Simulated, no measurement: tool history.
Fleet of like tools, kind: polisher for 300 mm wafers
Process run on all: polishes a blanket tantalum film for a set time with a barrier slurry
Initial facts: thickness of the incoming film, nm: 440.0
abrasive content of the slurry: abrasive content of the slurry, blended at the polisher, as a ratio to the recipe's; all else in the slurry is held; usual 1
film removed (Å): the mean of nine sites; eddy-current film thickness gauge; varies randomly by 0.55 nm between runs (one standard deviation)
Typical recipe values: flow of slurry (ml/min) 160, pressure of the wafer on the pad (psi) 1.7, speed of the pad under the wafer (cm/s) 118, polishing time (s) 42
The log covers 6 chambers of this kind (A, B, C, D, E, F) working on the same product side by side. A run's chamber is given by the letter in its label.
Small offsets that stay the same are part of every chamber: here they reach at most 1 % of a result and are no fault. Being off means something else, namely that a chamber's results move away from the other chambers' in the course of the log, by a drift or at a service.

run    day  flow of slurry (ml/min)  pressure of the wafer on the pad (psi)  speed of the pad under the wafer (cm/s)  abrasive content of the slurry  polishing time (s)  wafers polished on this pad  hours since the slurry nozzle was cleaned  hours since the head pressure was calibrated  hours since the slurry blender was calibrated  film removed (Å)
 1F  0.279                      160                                     1.7                                      118                               1                  42                          382                                      522.2                                          38.3                                          110.5            810.32
     0.479  -- chamber E: worn pad replaced by a new one
 2E  0.508                      160                                     1.7                                      118                               1                  42                            8                                      206.7                                         272.2                                             92            818.72
 3D  0.754                      160                                     1.7                                      118                               1                  42                          301                                       69.3                                         478.8                                           58.6            824.09
      0.85  -- chamber C: worn pad replaced by a new one
 4C  0.942                      160                                     1.7                                      118                               1                  42                           27                                      203.8                                         375.5                                           51.3            807.58
 5A  1.167                      140                                     1.7                                      118                            1.25                  42                          489                                      274.8                                         280.5                                           58.7            844.92
 6B  1.379                      140                                     1.7                                      118                            1.25                  42                          925                                      669.4                                         383.2                                          114.2            828.27
     1.479  -- chamber F: slurry nozzle cleaned
 7A  1.567                      140                                     1.7                                      118                            1.25                  42                          603                                      284.4                                         290.1                                           68.3            844.52
 8B  1.708                      140                                     1.7                                      118                            1.25                  42                         1019                                      677.3                                         391.1                                          122.1            830.91
 9F   1.85                      140                                     1.7                                      118                            1.25                  42                          829                                        8.9                                            76                                          148.2            839.55
10E  2.088                      140                                     1.7                                      118                            1.25                  42                          458                                      244.6                                         310.1                                          129.9            849.65
     2.108  -- chamber A: worn pad replaced by a new one
     2.142  -- chamber B: slurry nozzle cleaned
11D  2.271                      160                                     1.7                                      118                               1                  42                          733                                      105.7                                         515.2                                             95            822.54
     2.288  -- chamber D: worn pad replaced by a new one
12C  2.438                      160                                     1.7                                      118                               1                  42                          452                                      239.7                                         411.4                                           87.2            812.27
     2.479  -- chamber B: worn pad replaced by a new one
13F  2.625                      160                                     1.7                                      118                            0.85                  36                         1050                                       27.5                                          94.6                                          166.8            652.65
14C  2.804                      160                                     1.7                                      118                            0.85                  36                          557                                      248.5                                         420.2                                             96            656.67
15B  3.033                      160                                     1.7                                      118                            0.85                  36                          158                                       21.4                                         422.9                                          153.9            661.15
16D  3.167                      160                                     1.7                                      118                            0.85                  36                          250                                      127.2                                         536.7                                          116.5            668.14
     3.262  -- chamber E: slurry nozzle cleaned
17E  3.342                      160                                     1.7                                      118                            0.85                  36                          815                                          2                                         340.2                                            160            668.83
18A  3.492                      160                                     1.7                                      118                            0.85                  36                          394                                      330.6                                         336.3                                          114.5             659.8
     3.496  -- chamber E: slurry blender recalibrated
19D  3.675                      160                                     2.1                                      146                               1                  42                          394                                      139.4                                         548.9                                          128.7            1257.1
20C  3.883                      160                                     2.1                                      146                               1                  42                          864                                      274.4                                         446.1                                          121.9            1253.5
     3.921  -- chamber F: worn pad replaced by a new one
     4.054  -- chamber E: worn pad replaced by a new one
21F  4.125                      160                                     2.1                                      146                               1                  42                           59                                       63.5                                         130.6                                          202.8            1239.8
22B   4.25                      160                                     2.1                                      146                               1                  42                          504                                       50.6                                         452.1                                          183.1              1227
23E  4.467                      160                                     2.1                                      146                               1                  42                          117                                         29                                         367.2                                           23.3            1249.9
     4.579  -- chamber A: worn pad replaced by a new one
24A  4.729                      160                                     2.1                                      146                               1                  42                           43                                      360.3                                           366                                          144.2              1205
25D  4.954                      160                                     1.4                                       96                               1                  42                          759                                      170.1                                         579.6                                          159.4            543.75
     5.071  -- chamber D: worn pad replaced by a new one
26B    5.2                      160                                     1.4                                       96                               1                  42                          774                                       73.4                                         474.9                                          205.9            542.87
27C  5.379                      160                                     1.4                                       96                               1                  42                         1290                                      310.3                                           482                                          157.8            545.02
28A  5.529                      160                                     1.4                                       96                               1                  42                          271                                      379.5                                         385.2                                          163.4            521.49
29E  5.688                      160                                     1.4                                       96                               1                  42                          465                                       58.3                                         396.5                                           52.6            543.08
30F  5.854                      160                                     1.4                                       96                               1                  42                          551                                        105                                         172.1                                          244.3            540.73
     5.883  -- chamber C: worn pad replaced by a new one
     5.962  -- chamber B: worn pad replaced by a new one
     5.983  -- chamber C: slurry nozzle cleaned
31C  6.075                      160                                     1.7                                      118                               1                  42                           55                                        2.2                                         498.7                                          174.5            802.41
32A  6.354                      160                                     1.7                                       78                               1                  42                          506                                      399.3                                           405                                          183.2            516.58
33B  6.621                      160                                     1.7                                       78                               1                  42                          187                                      107.5                                           509                                            240            535.71
34E  6.775                      160                                     1.7                                       78                               1                  42                          774                                       84.4                                         422.6                                           78.7            539.18
35F  6.908                      160                                     1.7                                       78                               1                  42                          851                                      130.3                                         197.4                                          269.6            541.95
36D  7.158                      160                                     1.7                                       78                               1                  42                          595                                        223                                         632.5                                          212.3            532.18
     7.396  -- chamber E: worn pad replaced by a new one
37C  7.408                      160                                     1.7                                       78                               1                  42                          434                                       34.2                                         530.7                                          206.5            527.06
     7.492  -- chamber A: slurry blender recalibrated
     7.604  -- chamber A: worn pad replaced by a new one
38B  7.642                      160                                     1.7                                      118                               1                  42                          478                                        132                                         533.5                                          264.5            811.74
39E  7.925                      160                                     1.7                                      118                               1                  42                          151                                        112                                         450.2                                          106.3            824.27
     7.996  -- chamber D: worn pad replaced by a new one
40A  8.058                      160                                     1.7                                      118                               1                  42                          129                                      440.2                                         445.9                                           13.7            752.05
     8.196  -- chamber F: slurry blender recalibrated
41D    8.3                      160                                     1.7                                      118                               1                  42                           87                                      250.4                                         659.9                                          239.7            824.84
42F  8.475                      160                                     1.7                                      118                               1                  42                         1297                                      167.9                                           235                                            6.7            813.06
43C  8.642                      160                                     1.7                                      118                               1                  42                          785                                       63.8                                         560.3                                          236.1            819.84

Does one chamber stand apart from the rest, does the shared gauge drift, or is all well apart from small per-chamber offsets? Give the chamber and the most likely cause, where there is one.

It is chamber A that slowly wanders off from its peers.
Most likely cause: head's pressure below its setpoint, % = 7.92.
It could be hard to tell apart here from: slurry flow missing at the pad, %.

Which of the 4 candidates below, each the usual settings with something changed and its results left as question marks, puts chamber A back in line with what the other chambers give on the usual settings?
In-line tolerance around the mean of the other chambers on the usual settings: film removed (Å) 19
44A-1  8.846                      160                                     1.7                                      122                               1                  42                                                                                                                                                                                      ?
44A-2  8.846                      160                                     1.7                                      116                               1                  41                                                                                                                                                                                      ?
44A-3  8.846                      160                                     1.6                                      118                               1                  41                                                                                                                                                                                      ?
44A-4  8.846                      160                                     1.7                                      128                               1                  42                                                                                                                                                                                      ?

Average result of the remaining chambers running the usual settings: film removed (Å) 813.24
  run  film removed (Å)
44A-1             776.1
44A-2             720.9
44A-3            690.66
44A-4            813.71
The answer is 44A-4, which returns the chamber to within the allowed miss of the others.
